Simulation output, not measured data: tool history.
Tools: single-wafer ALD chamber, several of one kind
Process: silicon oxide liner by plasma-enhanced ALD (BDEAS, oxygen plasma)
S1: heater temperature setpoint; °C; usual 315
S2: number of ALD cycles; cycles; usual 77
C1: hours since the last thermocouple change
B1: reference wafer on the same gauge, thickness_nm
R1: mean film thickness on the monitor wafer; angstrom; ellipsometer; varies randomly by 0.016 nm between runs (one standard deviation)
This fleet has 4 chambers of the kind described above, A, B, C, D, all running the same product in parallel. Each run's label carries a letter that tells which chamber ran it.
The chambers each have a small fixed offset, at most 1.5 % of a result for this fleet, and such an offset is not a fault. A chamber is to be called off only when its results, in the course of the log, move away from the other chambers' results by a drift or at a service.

Run 1B, hour 14.7: usual settings; C1 2222.1; B1 6.7627. Result: R1 71.204 angstrom.
Run 2C, hour 24.6: usual settings; C1 932.8; B1 6.7606. Result: R1 70.121 angstrom.
Run 3A, hour 36.1: usual settings; C1 1613.0; B1 6.7553. Result: R1 70.365 angstrom.
At hour 49.1: chamber D: thermocouple changed; heater temperature recalibrated.
Run 4D, hour 49.3: usual settings; C1 0.3; B1 6.7578. Result: R1 70.596 angstrom.
Run 5C, hour 62.2: usual settings but S1 328 °C, S2 64 cycles; C1 970.4; B1 6.7620. Result: R1 57.364 angstrom.
Run 6B, hour 76.6: usual settings but S1 328 °C, S2 64 cycles; C1 2284.0; B1 6.7580. Result: R1 57.832 angstrom.
Run 7D, hour 84.8: usual settings but S1 328 °C, S2 64 cycles; C1 35.8; B1 6.7619. Result: R1 57.769 angstrom.
Run 8A, hour 98.9: usual settings but S1 328 °C, S2 64 cycles; C1 1675.8; B1 6.7607. Result: R1 57.206 angstrom.
Run 9B, hour 110.5: usual settings; C1 2317.9; B1 6.7600. Result: R1 70.728 angstrom.
Run 10C, hour 117.8: usual settings; C1 1026.0; B1 6.7626. Result: R1 70.098 angstrom.
Run 11A, hour 127.9: usual settings; C1 1704.8; B1 6.7613. Result: R1 70.142 angstrom.
Run 12D, hour 136.3: usual settings; C1 87.3; B1 6.7602. Result: R1 70.629 angstrom.
Run 13B, hour 143.2: usual settings; C1 2350.6; B1 6.7580. Result: R1 70.533 angstrom.
Run 14D, hour 152.3: usual settings but S2 64 cycles; C1 103.3; B1 6.7612. Result: R1 58.413 angstrom.
Run 15C, hour 159.8: usual settings but S2 64 cycles; C1 1068.0; B1 6.7583. Result: R1 58.107 angstrom.
Run 16A, hour 173.8: usual settings but S2 64 cycles; C1 1750.7; B1 6.7602. Result: R1 58.424 angstrom.
Run 17B, hour 185.7: usual settings but S2 64 cycles; C1 2393.1; B1 6.7624. Result: R1 58.895 angstrom.
Run 18D, hour 198.9: usual settings but S1 324 °C; C1 149.9; B1 6.7602. Result: R1 69.919 angstrom.
Run 19A, hour 212.7: usual settings but S1 324 °C; C1 1789.6; B1 6.7577. Result: R1 69.266 angstrom.
Run 20C, hour 225.4: usual settings but S1 324 °C; C1 1133.6; B1 6.7611. Result: R1 69.717 angstrom.
Run 21C, hour 238.0: usual settings but S1 324 °C; C1 1146.2; B1 6.7584. Result: R1 69.227 angstrom.
Run 22D, hour 250.8: usual settings; C1 201.8; B1 6.7563. Result: R1 70.773 angstrom.
Run 23A, hour 257.8: usual settings; C1 1834.7; B1 6.7591. Result: R1 70.390 angstrom.
Run 24B, hour 264.8: usual settings; C1 2472.2; B1 6.7607. Result: R1 70.952 angstrom.
Run 25B, hour 273.8: usual settings; C1 2481.2; B1 6.7553. Result: R1 70.868 angstrom.
Run 26D, hour 283.1: usual settings; C1 234.1; B1 6.7615. Result: R1 70.778 angstrom.
Run 27A, hour 291.1: usual settings; C1 1868.0; B1 6.7585. Result: R1 70.113 angstrom.
Run 28C, hour 303.2: usual settings; C1 1211.4; B1 6.7596. Result: R1 70.236 angstrom.
Run 29D, hour 317.3: usual settings; C1 268.3; B1 6.7578. Result: R1 70.546 angstrom.
Run 30A, hour 332.3: usual settings; C1 1909.2; B1 6.7633. Result: R1 70.210 angstrom.
Run 31B, hour 339.3: usual settings; C1 2546.7; B1 6.7543. Result: R1 70.912 angstrom.

Each of the 4 chambers runs these same settings next. Fill in every chamber's results:
Run 32A, hour 350.1: usual settings but S1 323 °C. Result: R1 ?.
Run 32B, hour 350.1: usual settings but S1 323 °C. Result: R1 ?.
Run 32C, hour 350.1: usual settings but S1 323 °C. Result: R1 ?.
Run 32D, hour 350.1: usual settings but S1 323 °C. Result: R1 ?.

run      R1
32A  69.679
32B  70.309
32C  69.599
32D  69.689

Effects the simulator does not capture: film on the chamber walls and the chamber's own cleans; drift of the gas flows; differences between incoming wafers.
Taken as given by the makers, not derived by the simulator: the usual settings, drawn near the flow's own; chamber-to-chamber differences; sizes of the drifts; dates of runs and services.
